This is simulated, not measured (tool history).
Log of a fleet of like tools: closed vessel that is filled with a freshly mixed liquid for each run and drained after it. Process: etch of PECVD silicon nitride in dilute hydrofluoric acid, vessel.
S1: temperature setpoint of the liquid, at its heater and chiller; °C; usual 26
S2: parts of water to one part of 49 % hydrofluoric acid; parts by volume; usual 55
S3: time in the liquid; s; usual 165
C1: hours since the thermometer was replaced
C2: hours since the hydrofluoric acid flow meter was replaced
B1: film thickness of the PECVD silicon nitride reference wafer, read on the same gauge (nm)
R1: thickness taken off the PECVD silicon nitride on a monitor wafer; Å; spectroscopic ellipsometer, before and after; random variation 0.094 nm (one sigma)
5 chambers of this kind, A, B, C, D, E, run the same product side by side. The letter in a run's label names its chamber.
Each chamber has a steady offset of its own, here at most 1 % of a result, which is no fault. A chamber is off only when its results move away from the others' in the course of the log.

run	hour	S1	S2	S3	C1	C2	B1	R1
1C	8.7	26	55	165	109.3	595.5	69.978	104.2
2B	12.9	26	55	165	2408.8	1236.1	69.978	105.91
3D	17.5	26	55	165	1610.3	143	70.004	104.19
4A	22.6	26	55	165	157.2	580.1	70.008	104.34
# hour 23.3: chamber B: thermometer replaced
5E	31	26	35	165	850.9	176.8	70.001	164.2
6A	36.9	26	35	165	171.5	594.4	70.03	163.45
7E	41	26	35	165	860.9	186.8	70.001	165.4
8D	49	26	35	165	1641.8	174.5	70.012	161.23
9C	55.9	26	35	165	156.5	642.7	69.989	160.37
10B	63	26	55	165	39.8	1286.2	70.013	105.1
11A	67.7	26	55	165	202.3	625.2	70.003	105.82
12E	74.7	26	35	225	894.6	220.5	69.987	233.08
13D	82.9	26	35	225	1675.7	208.4	69.987	219.2
14C	87.3	26	35	225	187.9	674.1	69.997	218.34
15B	92.7	26	35	225	69.5	1315.9	70.008	225.77
# hour 97.2: chamber B: hydrofluoric acid flow meter replaced
16C	98.6	26	35	225	199.2	685.4	70.004	222.05
17E	105.5	26	55	165	925.4	251.3	69.974	110.13
18A	112.4	26	55	165	247	669.9	70.005	106.31
19D	119.5	26	55	165	1712.3	245	69.976	105.53
20B	128	26	55	165	104.8	30.8	70.001	103.67
21B	136	26	55	165	112.8	38.8	70.011	104.14
22D	143.2	26	55	165	1736	268.7	70.003	104.79
23A	149.6	26	55	165	284.2	707.1	69.994	105.3
24C	154.4	26	55	165	255	741.2	69.986	105.97
25E	163.3	26	55	165	983.2	309.1	70.005	114.29
26C	171.4	26	55	165	272	758.2	70.017	102.85
27D	176.9	26	80	165	1769.7	302.4	69.991	72.578
28E	185.4	26	80	165	1005.3	331.2	69.996	79.375
29A	192.5	26	80	165	327.1	750	70.019	72.317
30B	198.8	26	80	165	175.6	101.6	70.002	71.716
31A	204.4	26	80	165	339	761.9	70.009	71.931
32D	212	26	55	165	1804.8	337.5	69.977	104.54
33E	218.6	26	85	165	1038.5	364.4	70.007	75.806
34C	222.9	26	85	165	323.5	809.7	70.016	68.371
35B	228.1	26	85	165	204.9	130.9	70.03	67.902
36D	234	26	85	165	1826.8	359.5	69.999	69.222
37E	240.2	26	85	165	1060.1	386	70.007	76.916
38B	244.3	26	75	165	221.1	147.1	70.013	77.294

Next, every chamber runs the same settings. What will each give?
39A	250.7	26	55	165				?
39B	250.7	26	55	165				?
39C	250.7	26	55	165				?
39D	250.7	26	55	165				?
39E	250.7	26	55	165				?

run	R1
39A	104.98
39B	105.27
39C	103.28
39D	104.04
39E	118.06
